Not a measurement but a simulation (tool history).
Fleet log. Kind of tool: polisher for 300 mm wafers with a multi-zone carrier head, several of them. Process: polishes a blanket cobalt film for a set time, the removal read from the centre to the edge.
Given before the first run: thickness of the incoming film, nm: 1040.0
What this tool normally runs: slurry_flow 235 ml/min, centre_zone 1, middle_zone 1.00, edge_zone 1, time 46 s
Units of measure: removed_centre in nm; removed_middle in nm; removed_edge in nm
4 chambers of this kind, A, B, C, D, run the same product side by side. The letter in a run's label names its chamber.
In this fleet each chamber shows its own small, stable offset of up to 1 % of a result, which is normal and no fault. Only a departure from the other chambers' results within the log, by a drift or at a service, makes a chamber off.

| run | hour | slurry_flow | centre_zone | middle_zone | edge_zone | time | wafers polished on this pad | hours since the slurry nozzle was cleaned | hours since the centre zone pressure was calibrated | hours since the edge zone pressure was calibrated | removed_centre | removed_middle | removed_edge |
|---|---|---|---|---|---|---|---|---|---|---|---|---|---|
| 1A | 4.5 | 235 | 1 | 1.00 | 1 | 46 | 892 | 7.6 | 856.4 | 515.2 | 222.42 | 227.13 | 221.48 |
| 2D | 7.0 | 235 | 1 | 1.00 | 1 | 46 | 146 | 93.6 | 91.5 | 296.0 | 222.56 | 223.70 | 227.71 |
| 3C | 9.4 | 235 | 1 | 1.00 | 1 | 46 | 119 | 369.9 | 432.1 | 941.3 | 225.45 | 225.71 | 225.17 |
| 4B | 13.6 | 235 | 1 | 1.00 | 1 | 46 | 1315 | 124.6 | 194.5 | 464.1 | 223.45 | 219.44 | 220.64 |
|  | 15.4 | chamber A: worn pad replaced by a new one |
| 5D | 17.9 | 235 | 1 | 0.96 | 1 | 46 | 267 | 104.5 | 102.4 | 306.9 | 227.57 | 222.30 | 225.03 |
| 6A | 21.5 | 235 | 1 | 0.96 | 1 | 46 | 68 | 24.6 | 873.4 | 532.2 | 225.95 | 218.26 | 228.20 |
| 7C | 26.0 | 235 | 1 | 0.96 | 1 | 46 | 303 | 386.5 | 448.7 | 957.9 | 220.96 | 215.39 | 227.28 |
|  | 27.4 | chamber B: worn pad replaced by a new one |
|  | 29.0 | chamber A: centre zone pressure recalibrated |
| 8B | 29.4 | 235 | 1 | 0.96 | 1 | 46 | 22 | 140.4 | 210.3 | 479.9 | 227.26 | 209.09 | 223.10 |
| 9B | 34.7 | 235 | 1 | 1.00 | 1 | 46 | 81 | 145.7 | 215.6 | 485.2 | 222.05 | 222.20 | 222.42 |
| 10A | 39.8 | 265 | 1 | 1.00 | 1 | 46 | 270 | 42.9 | 10.9 | 550.5 | 227.15 | 226.77 | 223.57 |
| 11D | 45.1 | 265 | 1 | 1.00 | 1 | 46 | 567 | 131.7 | 129.6 | 334.1 | 234.46 | 231.51 | 224.79 |
| 12C | 50.1 | 265 | 1 | 1.00 | 1 | 46 | 569 | 410.6 | 472.8 | 982.0 | 218.35 | 219.88 | 219.64 |
| 13A | 53.5 | 265 | 1 | 1.00 | 1 | 46 | 422 | 56.6 | 24.6 | 564.2 | 227.40 | 231.95 | 222.76 |
| 14D | 57.0 | 235 | 1 | 1.00 | 1 | 46 | 699 | 143.6 | 141.5 | 346.0 | 233.06 | 229.05 | 218.64 |
| 15C | 62.4 | 175 | 1 | 1.00 | 1 | 51 | 706 | 422.9 | 485.1 | 994.3 | 231.99 | 229.74 | 235.44 |
| 16B | 66.4 | 175 | 1 | 1.00 | 1 | 51 | 432 | 177.4 | 247.3 | 516.9 | 235.43 | 239.92 | 244.84 |
|  | 69.3 | chamber D: worn pad replaced by a new one |
| 17D | 71.6 | 175 | 1 | 1.00 | 1 | 51 | 25 | 158.2 | 156.1 | 360.6 | 239.61 | 241.84 | 234.76 |
| 18A | 76.4 | 175 | 1 | 1.00 | 1 | 51 | 675 | 79.5 | 47.5 | 587.1 | 240.04 | 239.50 | 235.73 |
| 19B | 79.0 | 235 | 1 | 1.00 | 1 | 46 | 571 | 190.0 | 259.9 | 529.5 | 225.96 | 226.91 | 226.96 |
| 20C | 81.4 | 235 | 1 | 1.00 | 1 | 46 | 916 | 441.9 | 504.1 | 1013.3 | 214.76 | 210.67 | 217.06 |
| 21B | 86.3 | 235 | 1 | 1.00 | 1 | 46 | 652 | 197.3 | 267.2 | 536.8 | 221.96 | 228.94 | 219.18 |
| 22D | 89.7 | 235 | 1 | 1.00 | 1 | 46 | 225 | 176.3 | 174.2 | 378.7 | 224.70 | 227.16 | 226.83 |
| 23A | 94.2 | 235 | 1 | 1.00 | 1 | 46 | 872 | 97.3 | 65.3 | 604.9 | 225.08 | 223.68 | 221.84 |
| 24C | 97.2 | 235 | 1 | 1.00 | 1 | 46 | 1090 | 457.7 | 519.9 | 1029.1 | 209.66 | 213.69 | 214.84 |
| 25C | 102.5 | 235 | 1 | 1.00 | 1 | 46 | 1149 | 463.0 | 525.2 | 1034.4 | 207.80 | 205.57 | 210.86 |
| 26D | 105.8 | 235 | 1 | 1.00 | 1 | 46 | 403 | 192.4 | 190.3 | 394.8 | 227.25 | 223.56 | 220.56 |
|  | 106.4 | chamber C: worn pad replaced by a new one |
| 27A | 108.3 | 235 | 1 | 1.00 | 1 | 46 | 1028 | 111.4 | 79.4 | 619.0 | 226.75 | 224.59 | 219.22 |
| 28B | 111.8 | 235 | 1 | 1.00 | 1 | 46 | 934 | 222.8 | 292.7 | 562.3 | 218.42 | 228.08 | 228.22 |
|  | 114.2 | chamber B: edge zone pressure recalibrated |
| 29D | 116.3 | 235 | 1 | 1.00 | 1 | 46 | 520 | 202.9 | 200.8 | 405.3 | 220.05 | 226.17 | 222.71 |
| 30B | 118.8 | 235 | 1 | 1.00 | 1 | 46 | 1011 | 229.8 | 299.7 | 4.6 | 224.77 | 228.30 | 223.02 |
| 31C | 121.7 | 235 | 1 | 1.00 | 1 | 46 | 169 | 482.2 | 544.4 | 1053.6 | 200.32 | 202.37 | 213.75 |

Next, all 4 chambers run the settings below, one line each with question marks for the results. What does each chamber give?
| 32A | 125.6 | 270 | 1 | 1.00 | 1 | 46 |  |  |  |  | ? | ? | ? |
| 32B | 125.6 | 270 | 1 | 1.00 | 1 | 46 |  |  |  |  | ? | ? | ? |
| 32C | 125.6 | 270 | 1 | 1.00 | 1 | 46 |  |  |  |  | ? | ? | ? |
| 32D | 125.6 | 270 | 1 | 1.00 | 1 | 46 |  |  |  |  | ? | ? | ? |

| run | removed_centre | removed_middle | removed_edge |
|---|---|---|---|
| 32A | 231.00 | 221.56 | 228.49 |
| 32B | 228.49 | 230.47 | 223.65 |
| 32C | 208.38 | 210.82 | 213.53 |
| 32D | 230.53 | 227.32 | 225.70 |
